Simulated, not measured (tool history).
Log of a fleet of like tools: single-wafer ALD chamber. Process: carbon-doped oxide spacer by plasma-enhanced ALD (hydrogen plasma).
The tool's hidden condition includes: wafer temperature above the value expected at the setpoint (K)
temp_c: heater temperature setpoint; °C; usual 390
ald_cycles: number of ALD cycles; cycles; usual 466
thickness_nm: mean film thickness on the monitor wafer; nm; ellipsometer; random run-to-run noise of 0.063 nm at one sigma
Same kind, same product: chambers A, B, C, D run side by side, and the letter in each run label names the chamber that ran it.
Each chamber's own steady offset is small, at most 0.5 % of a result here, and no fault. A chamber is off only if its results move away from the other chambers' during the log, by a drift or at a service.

run   hour  temp_c  ald_cycles  hours since the last thermocouple change  read-back reference wafer on the same gauge, thickness_nm  thickness_nm
 1C   11.8     390         466                                     726.2                                                      24.99        23.268
 2B     21     390         466                                    1013.1                                                     25.003        23.117
 3A   29.8     390         466                                     315.3                                                     25.002        23.343
 4D   43.3     390         466                                    1656.1                                                     25.013        23.197
 5D   50.8     390         466                                    1663.6                                                     24.989        23.303
 6A   62.8     390         466                                     348.3                                                      24.99        23.344
 7C   71.3     390         466                                     785.7                                                     24.995        23.245
 8B     81     390         466                                    1073.1                                                     25.003        23.194
 9A   86.9     390         466                                     372.4                                                     24.992        23.383
10B   98.5     390         466                                    1090.6                                                     25.004        23.296
11D  106.4     390         466                                    1719.2                                                     25.007        23.361
12C  118.7     390         466                                     833.1                                                     24.988        23.237
13D    130     390         466                                    1742.8                                                     24.981        23.191
14B  139.8     390         466                                    1131.9                                                      25.01        23.239
15C  149.1     381         542                                     863.5                                                      24.98        27.014
16A  161.9     381         542                                     447.4                                                     24.978        27.055
17D  169.4     381         542                                    1782.2                                                     25.006        27.199
18C  175.3     381         542                                     889.7                                                     24.994        26.967
19B  187.6     390         466                                    1179.7                                                     24.999        23.208
       191  -- chamber B: thermocouple changed; heater temperature recalibrated
20A  198.5     390         466                                       484                                                     25.015        23.322
21C  206.7     390         466                                     921.1                                                     25.008        23.165
22D  213.2     390         466                                      1826                                                     25.015        23.332
23A  223.2     390         466                                     508.7                                                     25.023        23.308
24B  234.6     401         466                                      43.7                                                     25.002        23.116
25D  242.2     401         466                                      1855                                                     24.985        23.302
26A  254.1     401         466                                     539.6                                                     25.026        23.275
27C  264.9     401         466                                     979.3                                                     24.987        23.185
28B  275.7     390         466                                      84.8                                                     24.992        23.338
29D  284.3     390         511                                    1897.1                                                     25.005         25.53
30B  292.7     390         511                                     101.8                                                     24.997        25.316
31A  306.4     390         511                                     591.9                                                     25.017        25.608
32C  315.8     390         511                                    1030.2                                                         25        25.536
33A  327.9     390         466                                     613.4                                                     25.019        23.433
34D  339.6     390         466                                    1952.4                                                     24.994        23.347
35B  349.7     390         466                                     158.8                                                     24.991        23.184
36C  361.5     390         466                                    1075.9                                                     24.992        23.195
37B    375     390         466                                     184.1                                                     24.994        23.172

For the next run the whole fleet of 4 chambers uses the same settings. Give each chamber's results:
38A  384.8     402         466                                                                                                                  ?
38B  384.8     402         466                                                                                                                  ?
38C  384.8     402         466                                                                                                                  ?
38D  384.8     402         466                                                                                                                  ?

run  thickness_nm
38A        23.272
38B        23.131
38C        23.021
38D          23.2

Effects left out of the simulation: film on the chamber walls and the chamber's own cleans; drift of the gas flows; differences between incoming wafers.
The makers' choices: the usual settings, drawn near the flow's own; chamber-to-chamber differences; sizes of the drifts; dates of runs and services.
